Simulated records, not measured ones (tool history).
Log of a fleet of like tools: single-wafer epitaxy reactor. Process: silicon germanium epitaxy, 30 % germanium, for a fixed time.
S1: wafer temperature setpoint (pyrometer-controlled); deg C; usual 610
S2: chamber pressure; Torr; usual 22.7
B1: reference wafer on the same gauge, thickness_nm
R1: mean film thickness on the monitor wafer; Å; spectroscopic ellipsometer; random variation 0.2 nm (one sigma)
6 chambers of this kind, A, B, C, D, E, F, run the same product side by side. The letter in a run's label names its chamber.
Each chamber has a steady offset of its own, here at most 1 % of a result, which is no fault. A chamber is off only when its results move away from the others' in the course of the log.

run     day   S1    S2      B1      R1
 1F     0.5  610  22.7  66.325  739.98
 2B   0.896  610  22.7  66.274  737.16
 3C   1.262  610  22.7  66.302  736.77
 4D   1.617  610  22.7  66.306  741.47
 5E   1.954  610  22.7  66.296  750.46
 6A   2.317  610  22.7  66.288  743.13
 7F   2.588  610  22.7  66.291  741.45
 8C   2.912  610  22.7  66.336   735.4
 9E   3.404  598  26.8  66.284  645.79
10A   3.679  598  26.8  66.335  644.87
11D   4.029  598  26.8  66.284  635.51
12B   4.312  598  26.8   66.29  634.33
13B   4.662  598  26.8  66.299     634
14A   5.017  598  26.8   66.31  644.17
15D   5.512  610  22.7  66.301  741.25
16F   6.008  610  22.7  66.287  741.65
17C   6.542  616  27.7  66.299  885.21
18E   6.838  616  27.7  66.263  895.75
19F   7.275  616  27.7   66.36  892.62
20C   7.662  616  27.7  66.269  888.53
21D   8.075  616  27.7   66.27  889.85
22E   8.408  616  27.7  66.321  899.64
      8.571  -- chamber E: pyrometer calibrated
23B   8.938  610  22.7  66.294  731.78
24A    9.45  610  22.7  66.291  744.82
25B   9.804  603  20.2  66.295     614
26A  10.217  603  20.2  66.322  629.79
27D  10.658  603  20.2   66.31  619.37
28C  11.075  603  20.2  66.303  622.76
29F  11.388  603  20.2  66.293  626.06
30E   11.65  603  20.2  66.322  629.34
31E  12.092  604  22.7  66.319  674.12
32D  12.504  604  22.7  66.278  663.09
33F  12.933  604  22.7  66.271  664.96
34B  13.362  604  22.7  66.287  649.19
35A  13.842  604  22.7   66.29   669.3
36C  14.171  604  22.7  66.265  665.73
37F  14.696  610  22.7  66.335  740.22
38B  15.012  610  22.7  66.338  720.89
39C  15.346  610  22.7   66.29  738.17
40D  15.621  610  22.7  66.311  740.62

What goes on in this fleet: one chamber off, a drifting gauge, or nothing beyond the chambers' own small offsets? Name the chamber and the cause, if any.

Chamber B drifts away from the others.
Cause: wafer temperature below the value expected at the setpoint (K) = 1.75.
The log may not tell that from: true pressure below the setpoint (%).

Here are 4 candidates for chamber B's next run, each the usual settings with a change, their results left as question marks. Which one brings its results back in line with what the others give on the usual settings?
In line means no further than this from the other chambers' mean on the usual settings: R1 7.1 Å
41B-1  16.008  609  22.7       ?
41B-2  16.008  608  22.7       ?
41B-3  16.008  612  22.9       ?
41B-4  16.008  611  22.7       ?

The other chambers' mean on the usual settings: R1 742.72 Å
  run      R1
41B-1  702.63
41B-2  690.29
41B-3  743.37
41B-4  727.88
41B-3 brings the chamber back in line.
